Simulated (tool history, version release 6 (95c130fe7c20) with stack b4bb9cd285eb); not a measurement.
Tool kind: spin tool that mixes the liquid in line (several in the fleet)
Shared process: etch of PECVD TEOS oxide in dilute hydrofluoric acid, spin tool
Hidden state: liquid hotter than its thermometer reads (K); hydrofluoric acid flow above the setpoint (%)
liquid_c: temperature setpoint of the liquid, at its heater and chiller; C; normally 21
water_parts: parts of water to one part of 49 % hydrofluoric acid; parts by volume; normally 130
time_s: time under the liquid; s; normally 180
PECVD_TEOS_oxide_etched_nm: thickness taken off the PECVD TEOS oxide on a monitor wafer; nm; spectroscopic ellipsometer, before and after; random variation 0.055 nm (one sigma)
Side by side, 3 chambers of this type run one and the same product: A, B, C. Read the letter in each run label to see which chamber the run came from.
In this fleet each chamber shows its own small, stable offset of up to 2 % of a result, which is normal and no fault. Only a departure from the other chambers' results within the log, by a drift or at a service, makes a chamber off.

run   hour  liquid_c  water_parts  time_s  hours since the thermometer was replaced  hours since the hydrofluoric acid flow meter was replaced  read-back film thickness of the PECVD TEOS oxide reference wafer, read on the same gauge (nm)  PECVD_TEOS_oxide_etched_nm
 1B    4.2        21          130     180                                     168.6                                                        338                                                                                         99.994                      10.163
 2C    7.2        21          130     180                                    2036.5                                                      809.7                                                                                         99.995                      10.037
 3A     10        21          130     180                                     655.3                                                       1351                                                                                            100                      10.054
 4B   13.6        21          130     180                                       178                                                      347.4                                                                                         100.02                      10.223
 5C   16.7        21          130     180                                      2046                                                      819.2                                                                                         99.999                      9.9557
 6A   19.2      24.5          170     180                                     664.5                                                     1360.2                                                                                         99.985                      8.5406
 7C   22.5      24.5          170     180                                    2051.8                                                        825                                                                                         99.993                      8.3716
 8A   27.1      24.5          170     180                                     672.4                                                     1368.1                                                                                         99.998                      8.4427
 9B   31.9        21          130     255                                     196.3                                                      365.7                                                                                         99.985                      14.416
10B   34.5        21          130     255                                     198.9                                                      368.3                                                                                         99.978                      14.547
11A   37.7        21          130     255                                       683                                                     1378.7                                                                                         99.993                       14.31
12C   41.3        21          130     180                                    2070.6                                                      843.8                                                                                         99.998                      10.124
13A   45.4        21          130     180                                     690.7                                                     1386.4                                                                                         99.994                      10.115
14B   48.5        21          130     180                                     212.9                                                      382.3                                                                                         99.998                      10.202
15C   52.4        21          130     180                                    2081.7                                                      854.9                                                                                         100.02                      10.056
16B   55.6        21          130     180                                       220                                                      389.4                                                                                         99.982                      10.219
17C   60.1        21          130     180                                    2089.4                                                      862.6                                                                                         100.01                      10.309
18A   64.7        21          130     180                                       710                                                     1405.7                                                                                         100.01                      10.042
19C   69.2        21          180     180                                    2098.5                                                      871.7                                                                                         100.02                      7.0405
20A   72.6        21          180     180                                     717.9                                                     1413.6                                                                                         100.03                      6.8957
21B   75.9        21          180     180                                     240.3                                                      409.7                                                                                         99.993                      6.9907
22B   78.9        21          130     180                                     243.3                                                      412.7                                                                                         100.01                      10.217
23C   83.7        21          130     180                                      2113                                                      886.2                                                                                            100                      10.362
24A   88.2        21          130     180                                     733.5                                                     1429.2                                                                                            100                      10.112
25C   93.2        21          130      85                                    2122.5                                                      895.7                                                                                         100.01                      4.9213
26B   95.7        21          130      85                                     260.1                                                      429.5                                                                                         100.03                       4.793
27A   99.2        21          130      85                                     744.5                                                     1440.2                                                                                         99.994                      4.8067
28C  101.8        21          130     180                                    2131.1                                                      904.3                                                                                            100                      10.406
29A  105.5        21          130     275                                     750.8                                                     1446.5                                                                                         99.995                       15.39

Next, all 3 chambers run the settings below, one line each with question marks for the results. What does each chamber give?
30A  109.5        21          130     105                                                                                                                                                                                                                               ?
30B  109.5        21          130     105                                                                                                                                                                                                                               ?
30C  109.5        21          130     105                                                                                                                                                                                                                               ?

run  PECVD_TEOS_oxide_etched_nm
30A                       5.872
30B                        5.87
30C                      6.1628
